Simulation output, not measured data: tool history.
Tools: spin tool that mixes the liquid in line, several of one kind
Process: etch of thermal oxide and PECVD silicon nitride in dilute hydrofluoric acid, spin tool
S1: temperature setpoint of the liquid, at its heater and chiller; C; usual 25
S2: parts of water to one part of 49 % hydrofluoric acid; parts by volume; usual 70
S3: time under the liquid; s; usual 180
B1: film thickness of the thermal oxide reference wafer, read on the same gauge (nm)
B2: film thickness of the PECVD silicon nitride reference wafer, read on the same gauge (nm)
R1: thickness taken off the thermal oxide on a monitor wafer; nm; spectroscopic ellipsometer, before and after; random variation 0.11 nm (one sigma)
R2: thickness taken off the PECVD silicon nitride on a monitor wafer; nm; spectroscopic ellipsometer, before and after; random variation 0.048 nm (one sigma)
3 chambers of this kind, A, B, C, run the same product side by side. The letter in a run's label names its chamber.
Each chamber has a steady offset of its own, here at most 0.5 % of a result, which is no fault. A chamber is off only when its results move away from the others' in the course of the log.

run 1B hour=14.2 | S1=25 S2=70 S3=180 | B1=40.041 B2=49.988 | R1=11.965 R2=7.9081
run 2C hour=27.7 | S1=25 S2=70 S3=180 | B1=39.972 B2=49.991 | R1=12.157 R2=7.9287
-- hour=40.8 chamber A: thermometer replaced
run 3A hour=42.2 | S1=25 S2=70 S3=180 | B1=39.994 B2=50.017 | R1=12.038 R2=7.9716
run 4A hour=51 | S1=25 S2=70 S3=180 | B1=40.023 B2=50.011 | R1=12.022 R2=7.8891
run 5B hour=65.1 | S1=25 S2=70 S3=180 | B1=39.981 B2=50.003 | R1=11.997 R2=7.8918
run 6C hour=73.6 | S1=25 S2=70 S3=180 | B1=40.002 B2=49.995 | R1=12.171 R2=7.8486
run 7A hour=83.2 | S1=25 S2=70 S3=180 | B1=40.005 B2=50.005 | R1=12.221 R2=7.9021
run 8B hour=97.4 | S1=25 S2=70 S3=180 | B1=39.998 B2=50.006 | R1=11.968 R2=7.8917
run 9C hour=106.8 | S1=25 S2=70 S3=180 | B1=40.018 B2=50.014 | R1=12.14 R2=7.8936
run 10B hour=118.7 | S1=25 S2=70 S3=180 | B1=40.026 B2=49.969 | R1=11.882 R2=7.9123
run 11C hour=132.5 | S1=25 S2=70 S3=180 | B1=40.01 B2=50.002 | R1=12.124 R2=7.9604
run 12A hour=143.8 | S1=25 S2=70 S3=180 | B1=40.018 B2=49.998 | R1=12.172 R2=7.9289
run 13C hour=151.8 | S1=25 S2=70 S3=180 | B1=39.978 B2=49.992 | R1=12.31 R2=7.8322
run 14A hour=159.2 | S1=25 S2=60 S3=90 | B1=40.004 B2=49.994 | R1=7.0631 R2=4.6203
run 15B hour=169.2 | S1=25 S2=60 S3=90 | B1=40.041 B2=49.999 | R1=7.1188 R2=4.6285
run 16B hour=183.2 | S1=25 S2=60 S3=90 | B1=40.027 B2=50.002 | R1=7.1354 R2=4.581
run 17A hour=192.2 | S1=25 S2=70 S3=180 | B1=40.021 B2=50.004 | R1=12.218 R2=7.9339
run 18C hour=205.6 | S1=20.5 S2=70 S3=180 | B1=40.028 B2=50.007 | R1=9.9728 R2=5.7929
run 19B hour=221.5 | S1=20.5 S2=70 S3=180 | B1=39.986 B2=49.996 | R1=9.7639 R2=5.822
run 20C hour=233.8 | S1=20.5 S2=70 S3=180 | B1=40.002 B2=49.981 | R1=9.9486 R2=5.7622
run 21A hour=246.5 | S1=25 S2=70 S3=180 | B1=40.005 B2=50.01 | R1=12.073 R2=7.9421
run 22B hour=260.9 | S1=25 S2=70 S3=180 | B1=39.977 B2=50.015 | R1=11.881 R2=7.8561
run 23C hour=272.9 | S1=25 S2=70 S3=180 | B1=40.001 B2=50.001 | R1=12.054 R2=7.8858
run 24A hour=282.8 | S1=25 S2=70 S3=180 | B1=40.018 B2=49.996 | R1=12.245 R2=7.9553
run 25B hour=291.2 | S1=25 S2=70 S3=180 | B1=40.015 B2=49.996 | R1=11.948 R2=7.9594
run 26C hour=299 | S1=25 S2=70 S3=180 | B1=39.986 B2=50.018 | R1=12.303 R2=7.9003

Is one chamber off against the others, does the gauge drift, or is nothing wrong? If a chamber is off, say which, and what the likeliest cause is.

No chamber stands off beyond its own small offset, and the gauge holds steady.
